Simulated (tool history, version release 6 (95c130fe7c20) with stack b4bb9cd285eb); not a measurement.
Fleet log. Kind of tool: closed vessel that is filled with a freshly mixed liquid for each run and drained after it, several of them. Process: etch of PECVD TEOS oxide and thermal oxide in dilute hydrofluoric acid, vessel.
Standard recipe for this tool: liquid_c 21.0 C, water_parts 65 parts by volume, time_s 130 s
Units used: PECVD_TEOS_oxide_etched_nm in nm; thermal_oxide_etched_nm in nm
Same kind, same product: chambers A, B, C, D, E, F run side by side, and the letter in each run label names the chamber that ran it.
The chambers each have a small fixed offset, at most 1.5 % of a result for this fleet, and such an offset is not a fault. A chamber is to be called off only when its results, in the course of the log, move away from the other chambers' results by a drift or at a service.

run,hour,liquid_c,water_parts,time_s,hours since the thermometer was replaced,hours since the hydrofluoric acid flow meter was replaced,"read-back film thickness of the PECVD TEOS oxide reference wafer, read on the same gauge (nm)","read-back film thickness of the thermal oxide reference wafer, read on the same gauge (nm)",PECVD_TEOS_oxide_etched_nm,thermal_oxide_etched_nm
1C,6.8,21.0,65,130,1040.9,1069.6,110.03,60.005,36.766,9.2005
2F,11.0,21.0,65,130,1665.5,1472.6,109.99,60.005,36.939,9.1011
3D,14.9,21.0,65,130,212.0,312.4,109.96,59.986,36.537,9.1531
4E,20.6,21.0,65,130,495.0,93.5,109.94,60.003,36.834,9.0838
5B,24.9,25.5,65,130,393.0,1012.9,109.99,60.003,44.522,10.9040
6A,30.4,25.5,65,130,3124.8,280.2,109.95,60.007,44.024,10.8750
7A,34.8,25.5,65,130,3129.2,284.6,110.01,59.987,44.081,10.8690
8F,42.0,25.5,65,130,1696.5,1503.6,109.99,59.999,44.310,10.9900
9D,46.6,25.5,65,130,243.7,344.1,110.02,59.994,43.539,11.0360
10E,52.6,25.5,65,130,527.0,125.5,110.00,59.984,43.831,10.8850
11C,57.9,21.0,65,130,1092.0,1120.7,109.99,59.996,36.633,9.0895
12B,63.4,21.0,65,130,431.5,1051.4,110.01,59.989,36.975,9.0707
13C,68.3,21.0,65,130,1102.4,1131.1,110.03,60.009,36.727,9.1309
14E,74.2,21.0,65,130,548.6,147.1,110.03,60.005,36.545,9.0627
15B,80.4,21.0,65,130,448.5,1068.4,109.98,60.006,37.056,9.1155
# hour 82.3: chamber D: hydrofluoric acid flow meter replaced
16F,84.4,21.0,65,130,1738.9,1546.0,109.99,60.018,36.970,9.0020
17D,90.9,21.0,65,130,288.0,8.7,110.01,59.997,36.308,9.1931
18A,97.3,21.0,65,130,3191.7,347.1,109.98,60.021,36.774,9.0946
19B,103.4,21.0,65,130,471.5,1091.4,110.05,60.022,37.001,9.0258
20C,108.2,21.0,65,130,1142.3,1171.0,110.03,60.002,37.028,9.2481
21E,113.5,21.0,65,130,587.9,186.4,110.03,59.992,35.882,9.0169
# hour 114.0: chamber E: thermometer replaced
# hour 118.1: chamber B: hydrofluoric acid flow meter replaced
22A,118.3,21.0,65,130,3212.7,368.1,109.98,60.006,37.053,9.0222
# hour 122.7: chamber A: thermometer replaced
23D,124.2,21.0,65,130,321.3,42.0,109.99,59.990,36.192,9.2289
24F,128.6,21.0,65,130,1783.1,1590.2,109.95,60.000,37.269,9.1179
25A,133.0,21.0,55,130,10.3,382.8,109.95,60.000,44.020,10.8420
26C,138.9,21.0,55,130,1173.0,1201.7,110.01,60.008,43.503,10.9360
27D,143.0,21.0,55,130,340.1,60.8,110.01,60.000,42.990,10.9370
28F,149.4,21.0,55,130,1803.9,1611.0,109.97,60.006,44.043,10.9360
29E,156.4,21.0,55,130,42.5,229.3,109.99,59.997,43.473,10.8540
30B,163.5,21.0,55,130,531.6,45.4,109.97,59.992,44.121,10.8980
31C,169.8,21.0,65,130,1203.9,1232.6,110.02,60.013,36.407,9.2135
32D,175.9,21.0,65,130,373.0,93.7,110.00,60.009,36.440,9.1815
33A,181.6,21.0,65,130,58.9,431.4,109.97,60.007,37.161,9.0918
34E,185.0,21.0,65,130,71.1,257.9,109.98,60.014,36.448,9.0431
# hour 190.2: chamber F: thermometer replaced
35B,190.5,21.0,65,130,558.6,72.4,110.02,60.008,36.955,9.0850
36F,194.7,21.0,65,130,4.6,1656.3,110.05,59.997,36.994,9.0547
37B,199.9,21.0,65,130,568.0,81.8,110.02,60.011,37.268,9.0668

Which is it: a chamber that has drifted or been left off by a service, a gauge drift common to all chambers, or only each chamber's usual small offset? If a chamber is off, name it and its likeliest cause.

Neither any chamber nor the gauge drifts; the chambers differ only by their own small, steady offsets.
